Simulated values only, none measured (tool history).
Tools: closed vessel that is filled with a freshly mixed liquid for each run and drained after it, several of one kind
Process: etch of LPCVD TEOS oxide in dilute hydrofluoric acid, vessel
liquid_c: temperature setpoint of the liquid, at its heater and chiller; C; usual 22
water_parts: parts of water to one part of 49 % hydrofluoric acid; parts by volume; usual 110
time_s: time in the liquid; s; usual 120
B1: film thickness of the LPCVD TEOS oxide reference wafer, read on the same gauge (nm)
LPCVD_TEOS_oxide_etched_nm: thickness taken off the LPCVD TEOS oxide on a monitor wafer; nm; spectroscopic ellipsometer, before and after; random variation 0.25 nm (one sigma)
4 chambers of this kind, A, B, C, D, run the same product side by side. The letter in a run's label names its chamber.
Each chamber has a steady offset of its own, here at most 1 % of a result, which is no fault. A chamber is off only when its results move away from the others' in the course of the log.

{"run": "1A", "hour": 6.0, "liquid_c": 22, "water_parts": 110, "time_s": 120, "B1": 119.99, "LPCVD_TEOS_oxide_etched_nm": 43.28}
{"run": "2C", "hour": 12.7, "liquid_c": 22, "water_parts": 110, "time_s": 120, "B1": 119.98, "LPCVD_TEOS_oxide_etched_nm": 42.705}
{"run": "3D", "hour": 19.9, "liquid_c": 22, "water_parts": 110, "time_s": 120, "B1": 120.01, "LPCVD_TEOS_oxide_etched_nm": 42.593}
{"run": "4B", "hour": 26.2, "liquid_c": 22, "water_parts": 110, "time_s": 120, "B1": 120.02, "LPCVD_TEOS_oxide_etched_nm": 42.865}
{"run": "5D", "hour": 32.3, "liquid_c": 22, "water_parts": 110, "time_s": 120, "B1": 120.01, "LPCVD_TEOS_oxide_etched_nm": 42.563}
{"run": "6C", "hour": 41.0, "liquid_c": 22, "water_parts": 110, "time_s": 165, "B1": 120, "LPCVD_TEOS_oxide_etched_nm": 58.677}
{"run": "7A", "hour": 53.9, "liquid_c": 22, "water_parts": 110, "time_s": 165, "B1": 120.01, "LPCVD_TEOS_oxide_etched_nm": 59.548}
{"run": "8B", "hour": 61.7, "liquid_c": 22, "water_parts": 110, "time_s": 165, "B1": 120, "LPCVD_TEOS_oxide_etched_nm": 58.627}
{"run": "9D", "hour": 70.9, "liquid_c": 22, "water_parts": 110, "time_s": 165, "B1": 119.97, "LPCVD_TEOS_oxide_etched_nm": 58.431}
{"run": "10C", "hour": 81.7, "liquid_c": 22, "water_parts": 110, "time_s": 120, "B1": 120, "LPCVD_TEOS_oxide_etched_nm": 42.768}
{"hour": 85.5, "done": "chamber B: hydrofluoric acid flow meter replaced"}
{"run": "11A", "hour": 94.5, "liquid_c": 22, "water_parts": 110, "time_s": 120, "B1": 120.02, "LPCVD_TEOS_oxide_etched_nm": 42.476}
{"run": "12B", "hour": 102.4, "liquid_c": 22, "water_parts": 110, "time_s": 120, "B1": 119.97, "LPCVD_TEOS_oxide_etched_nm": 42.75}
{"run": "13C", "hour": 109.3, "liquid_c": 22, "water_parts": 110, "time_s": 120, "B1": 120.01, "LPCVD_TEOS_oxide_etched_nm": 42.559}
{"run": "14A", "hour": 121.9, "liquid_c": 22, "water_parts": 110, "time_s": 120, "B1": 120.03, "LPCVD_TEOS_oxide_etched_nm": 41.901}
{"run": "15B", "hour": 127.9, "liquid_c": 22, "water_parts": 110, "time_s": 120, "B1": 120, "LPCVD_TEOS_oxide_etched_nm": 42.868}
{"run": "16D", "hour": 134.4, "liquid_c": 22, "water_parts": 90, "time_s": 120, "B1": 119.99, "LPCVD_TEOS_oxide_etched_nm": 53.651}
{"run": "17B", "hour": 142.2, "liquid_c": 22, "water_parts": 90, "time_s": 120, "B1": 119.97, "LPCVD_TEOS_oxide_etched_nm": 54.154}
{"run": "18C", "hour": 153.0, "liquid_c": 22, "water_parts": 90, "time_s": 120, "B1": 119.99, "LPCVD_TEOS_oxide_etched_nm": 53.398}
{"run": "19D", "hour": 164.8, "liquid_c": 22, "water_parts": 90, "time_s": 120, "B1": 120, "LPCVD_TEOS_oxide_etched_nm": 53.85}
{"run": "20A", "hour": 176.2, "liquid_c": 20.5, "water_parts": 110, "time_s": 120, "B1": 120.04, "LPCVD_TEOS_oxide_etched_nm": 38.941}
{"run": "21A", "hour": 186.7, "liquid_c": 20.5, "water_parts": 110, "time_s": 120, "B1": 120, "LPCVD_TEOS_oxide_etched_nm": 38.824}
{"run": "22B", "hour": 198.8, "liquid_c": 20.5, "water_parts": 110, "time_s": 120, "B1": 120.02, "LPCVD_TEOS_oxide_etched_nm": 40.225}
{"run": "23D", "hour": 208.8, "liquid_c": 20.5, "water_parts": 110, "time_s": 120, "B1": 120.01, "LPCVD_TEOS_oxide_etched_nm": 40.527}
{"run": "24C", "hour": 220.8, "liquid_c": 22, "water_parts": 110, "time_s": 120, "B1": 120.02, "LPCVD_TEOS_oxide_etched_nm": 42.339}
{"run": "25A", "hour": 232.5, "liquid_c": 22, "water_parts": 110, "time_s": 120, "B1": 120.06, "LPCVD_TEOS_oxide_etched_nm": 40.86}
{"run": "26D", "hour": 238.2, "liquid_c": 22, "water_parts": 110, "time_s": 120, "B1": 120.05, "LPCVD_TEOS_oxide_etched_nm": 43.277}
{"run": "27B", "hour": 248.9, "liquid_c": 22, "water_parts": 110, "time_s": 120, "B1": 119.95, "LPCVD_TEOS_oxide_etched_nm": 42.984}
{"run": "28C", "hour": 258.6, "liquid_c": 22, "water_parts": 110, "time_s": 120, "B1": 119.98, "LPCVD_TEOS_oxide_etched_nm": 42.427}
{"run": "29D", "hour": 264.7, "liquid_c": 22, "water_parts": 110, "time_s": 120, "B1": 120.03, "LPCVD_TEOS_oxide_etched_nm": 42.457}

All 4 chambers run these settings next. Forecast each chamber's results:
{"run": "30A", "hour": 273.9, "liquid_c": 22, "water_parts": 110, "time_s": 150, "LPCVD_TEOS_oxide_etched_nm": "?"}
{"run": "30B", "hour": 273.9, "liquid_c": 22, "water_parts": 110, "time_s": 150, "LPCVD_TEOS_oxide_etched_nm": "?"}
{"run": "30C", "hour": 273.9, "liquid_c": 22, "water_parts": 110, "time_s": 150, "LPCVD_TEOS_oxide_etched_nm": "?"}
{"run": "30D", "hour": 273.9, "liquid_c": 22, "water_parts": 110, "time_s": 150, "LPCVD_TEOS_oxide_etched_nm": "?"}

run=30A LPCVD_TEOS_oxide_etched_nm=50.519
run=30B LPCVD_TEOS_oxide_etched_nm=53.333
run=30C LPCVD_TEOS_oxide_etched_nm=53.638
run=30D LPCVD_TEOS_oxide_etched_nm=53.544

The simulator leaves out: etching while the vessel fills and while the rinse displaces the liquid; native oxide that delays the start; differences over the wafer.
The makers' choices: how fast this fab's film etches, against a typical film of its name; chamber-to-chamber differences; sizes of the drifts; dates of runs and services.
